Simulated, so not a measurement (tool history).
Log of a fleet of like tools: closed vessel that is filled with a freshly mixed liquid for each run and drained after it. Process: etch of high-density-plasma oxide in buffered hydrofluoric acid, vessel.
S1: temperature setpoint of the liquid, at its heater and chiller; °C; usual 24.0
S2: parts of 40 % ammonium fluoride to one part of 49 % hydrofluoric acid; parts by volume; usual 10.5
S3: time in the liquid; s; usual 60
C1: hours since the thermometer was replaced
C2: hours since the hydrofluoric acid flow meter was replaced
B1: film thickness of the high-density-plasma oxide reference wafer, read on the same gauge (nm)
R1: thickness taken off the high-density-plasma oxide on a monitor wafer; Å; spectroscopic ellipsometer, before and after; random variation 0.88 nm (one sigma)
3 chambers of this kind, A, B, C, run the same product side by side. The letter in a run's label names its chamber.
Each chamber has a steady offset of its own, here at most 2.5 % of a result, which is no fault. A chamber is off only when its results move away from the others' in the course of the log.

run 1C hour=6.7 | S1=24.0 S2=10.5 S3=60 | C1=434.4 C2=1115.6 | B1=80.010 | R1=904.61
run 2B hour=12.8 | S1=24.0 S2=10.5 S3=60 | C1=434.0 C2=385.5 | B1=79.999 | R1=923.28
run 3A hour=24.6 | S1=24.0 S2=10.5 S3=60 | C1=421.3 C2=40.7 | B1=79.994 | R1=927.24
run 4C hour=30.1 | S1=24.0 S2=10.5 S3=60 | C1=457.8 C2=1139.0 | B1=79.985 | R1=893.90
run 5A hour=41.8 | S1=24.0 S2=10.5 S3=60 | C1=438.5 C2=57.9 | B1=79.990 | R1=906.94
run 6B hour=49.6 | S1=24.0 S2=10.5 S3=60 | C1=470.8 C2=422.3 | B1=80.012 | R1=919.89
run 7A hour=60.0 | S1=24.0 S2=10.5 S3=60 | C1=456.7 C2=76.1 | B1=80.001 | R1=909.80
run 8C hour=67.9 | S1=24.0 S2=10.5 S3=60 | C1=495.6 C2=1176.8 | B1=80.012 | R1=888.86
run 9B hour=78.6 | S1=24.0 S2=13.5 S3=60 | C1=499.8 C2=451.3 | B1=80.007 | R1=725.49
run 10B hour=86.5 | S1=24.0 S2=13.5 S3=60 | C1=507.7 C2=459.2 | B1=80.000 | R1=726.72
run 11C hour=95.6 | S1=24.0 S2=13.5 S3=60 | C1=523.3 C2=1204.5 | B1=80.017 | R1=707.47
run 12A hour=106.2 | S1=24.0 S2=10.5 S3=60 | C1=502.9 C2=122.3 | B1=79.996 | R1=923.75
run 13C hour=116.3 | S1=24.0 S2=10.5 S3=60 | C1=544.0 C2=1225.2 | B1=80.001 | R1=910.47
run 14A hour=125.0 | S1=24.0 S2=10.5 S3=60 | C1=521.7 C2=141.1 | B1=80.003 | R1=918.33
run 15B hour=134.0 | S1=24.0 S2=10.5 S3=60 | C1=555.2 C2=506.7 | B1=80.000 | R1=927.76
run 16C hour=146.0 | S1=24.0 S2=10.5 S3=60 | C1=573.7 C2=1254.9 | B1=79.986 | R1=898.91
run 17B hour=153.5 | S1=24.0 S2=10.5 S3=60 | C1=574.7 C2=526.2 | B1=80.000 | R1=915.04
run 18A hour=163.9 | S1=24.0 S2=10.5 S3=60 | C1=560.6 C2=180.0 | B1=79.981 | R1=944.50
run 19A hour=175.2 | S1=24.0 S2=10.5 S3=60 | C1=571.9 C2=191.3 | B1=80.004 | R1=948.24
run 20C hour=187.5 | S1=24.0 S2=10.5 S3=60 | C1=615.2 C2=1296.4 | B1=79.989 | R1=895.81
run 21B hour=198.1 | S1=26.5 S2=10.5 S3=95 | C1=619.3 C2=570.8 | B1=80.005 | R1=1696.70
run 22B hour=208.8 | S1=26.5 S2=10.5 S3=95 | C1=630.0 C2=581.5 | B1=79.996 | R1=1683.60
run 23C hour=214.9 | S1=26.5 S2=10.5 S3=95 | C1=642.6 C2=1323.8 | B1=80.023 | R1=1616.10
-- hour=215.2 chamber B: hydrofluoric acid flow meter replaced
run 24A hour=224.6 | S1=24.0 S2=10.5 S3=60 | C1=621.3 C2=240.7 | B1=80.028 | R1=979.89
run 25B hour=231.8 | S1=24.0 S2=10.5 S3=60 | C1=653.0 C2=16.6 | B1=80.002 | R1=923.05
run 26A hour=237.9 | S1=24.0 S2=10.5 S3=60 | C1=634.6 C2=254.0 | B1=80.002 | R1=967.80
run 27C hour=247.5 | S1=24.0 S2=10.5 S3=60 | C1=675.2 C2=1356.4 | B1=79.995 | R1=919.82
run 28A hour=255.7 | S1=24.0 S2=10.5 S3=60 | C1=652.4 C2=271.8 | B1=80.011 | R1=976.89
-- hour=259.1 chamber C: thermometer replaced
run 29C hour=261.3 | S1=24.0 S2=10.5 S3=60 | C1=2.2 C2=1370.2 | B1=80.005 | R1=895.43
run 30B hour=271.5 | S1=24.0 S2=10.5 S3=60 | C1=692.7 C2=56.3 | B1=79.991 | R1=934.75

All 3 chambers run these settings next. Forecast each chamber's results:
run 31A hour=280.5 | S1=24.0 S2=10.5 S3=60 | R1=?
run 31B hour=280.5 | S1=24.0 S2=10.5 S3=60 | R1=?
run 31C hour=280.5 | S1=24.0 S2=10.5 S3=60 | R1=?

run=31A R1=985.15
run=31B R1=926.17
run=31C R1=910.16
